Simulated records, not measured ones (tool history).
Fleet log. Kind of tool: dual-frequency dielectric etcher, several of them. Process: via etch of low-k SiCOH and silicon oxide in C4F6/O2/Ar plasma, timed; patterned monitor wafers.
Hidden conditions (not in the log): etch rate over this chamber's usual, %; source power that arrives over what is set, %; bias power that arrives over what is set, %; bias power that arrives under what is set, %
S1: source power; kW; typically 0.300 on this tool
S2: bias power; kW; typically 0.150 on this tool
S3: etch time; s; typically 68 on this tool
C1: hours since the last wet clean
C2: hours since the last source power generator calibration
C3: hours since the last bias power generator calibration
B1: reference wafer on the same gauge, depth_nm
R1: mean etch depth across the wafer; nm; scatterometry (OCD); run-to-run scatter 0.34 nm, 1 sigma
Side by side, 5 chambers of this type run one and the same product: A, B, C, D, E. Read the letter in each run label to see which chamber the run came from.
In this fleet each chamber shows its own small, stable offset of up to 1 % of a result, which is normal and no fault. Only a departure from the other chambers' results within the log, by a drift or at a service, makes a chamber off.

run	hour	S1	S2	S3	C1	C2	C3	B1	R1
1A	6.2	0.300	0.150	68	99.5	1401.0	4396.2	134.98	161.01
2E	10.0	0.300	0.150	68	243.1	1133.3	3236.5	135.01	160.09
3D	17.2	0.300	0.150	68	138.1	3689.7	519.7	134.99	159.57
4C	23.0	0.300	0.150	68	114.3	1923.4	1605.5	135.05	161.70
5B	27.8	0.300	0.150	68	102.2	1748.8	475.2	134.99	159.33
6A	31.5	0.350	0.150	83	124.8	1426.3	4421.5	134.95	210.04
7C	37.1	0.350	0.150	83	128.4	1937.5	1619.6	134.98	209.83
8B	40.4	0.350	0.150	83	114.8	1761.4	487.8	135.03	207.60
9D	43.6	0.350	0.150	83	164.5	3716.1	546.1	134.97	207.42
10E	47.0	0.350	0.150	83	280.1	1170.3	3273.5	135.04	206.32
# hour 48.8: chamber A: bias power generator calibrated
11A	50.3	0.300	0.150	68	143.6	1445.1	1.6	135.05	161.73
12D	54.5	0.300	0.150	68	175.4	3727.0	557.0	135.03	159.96
13E	59.1	0.300	0.150	68	292.2	1182.4	3285.6	135.07	159.59
14C	65.2	0.300	0.150	68	156.5	1965.6	1647.7	135.02	161.60
15B	69.8	0.300	0.150	68	144.2	1790.8	517.2	135.03	159.67
16A	74.4	0.240	0.150	78	167.7	1469.2	25.7	134.90	170.13
17E	79.8	0.240	0.150	78	312.9	1203.1	3306.3	135.08	167.93
18C	85.0	0.240	0.150	78	176.3	1985.4	1667.5	135.05	170.79
19B	90.9	0.240	0.150	78	165.3	1811.9	538.3	134.99	167.51
20D	95.6	0.240	0.150	78	216.5	3768.1	598.1	135.00	168.54
21E	99.3	0.300	0.150	68	332.4	1222.6	3325.8	135.01	159.31
22D	103.4	0.300	0.150	68	224.3	3775.9	605.9	134.97	159.51
23A	109.8	0.300	0.150	68	203.1	1504.6	61.1	135.03	161.54
24B	115.1	0.300	0.150	68	189.5	1836.1	562.5	134.99	159.29
25C	122.3	0.370	0.150	68	213.6	2022.7	1704.8	135.04	175.79
26D	127.6	0.370	0.150	68	248.5	3800.1	630.1	135.10	173.67
27C	133.5	0.370	0.150	68	224.8	2033.9	1716.0	135.05	175.55
28A	138.4	0.370	0.150	68	231.7	1533.2	89.7	134.98	176.09
29E	144.4	0.370	0.150	68	377.5	1267.7	3370.9	135.01	173.52
30B	150.9	0.300	0.150	68	225.3	1871.9	598.3	135.04	159.64
31D	155.3	0.300	0.165	61	276.2	3827.8	657.8	135.00	148.28
32B	160.9	0.300	0.165	61	235.3	1881.9	608.3	134.99	147.52

One chamber off, gauge drift, or nothing amiss beyond the chambers' own small offsets? If it is a chamber, which one, and what is the likeliest cause?

All chambers stay in line apart from their small fixed offsets, and the gauge does not drift.
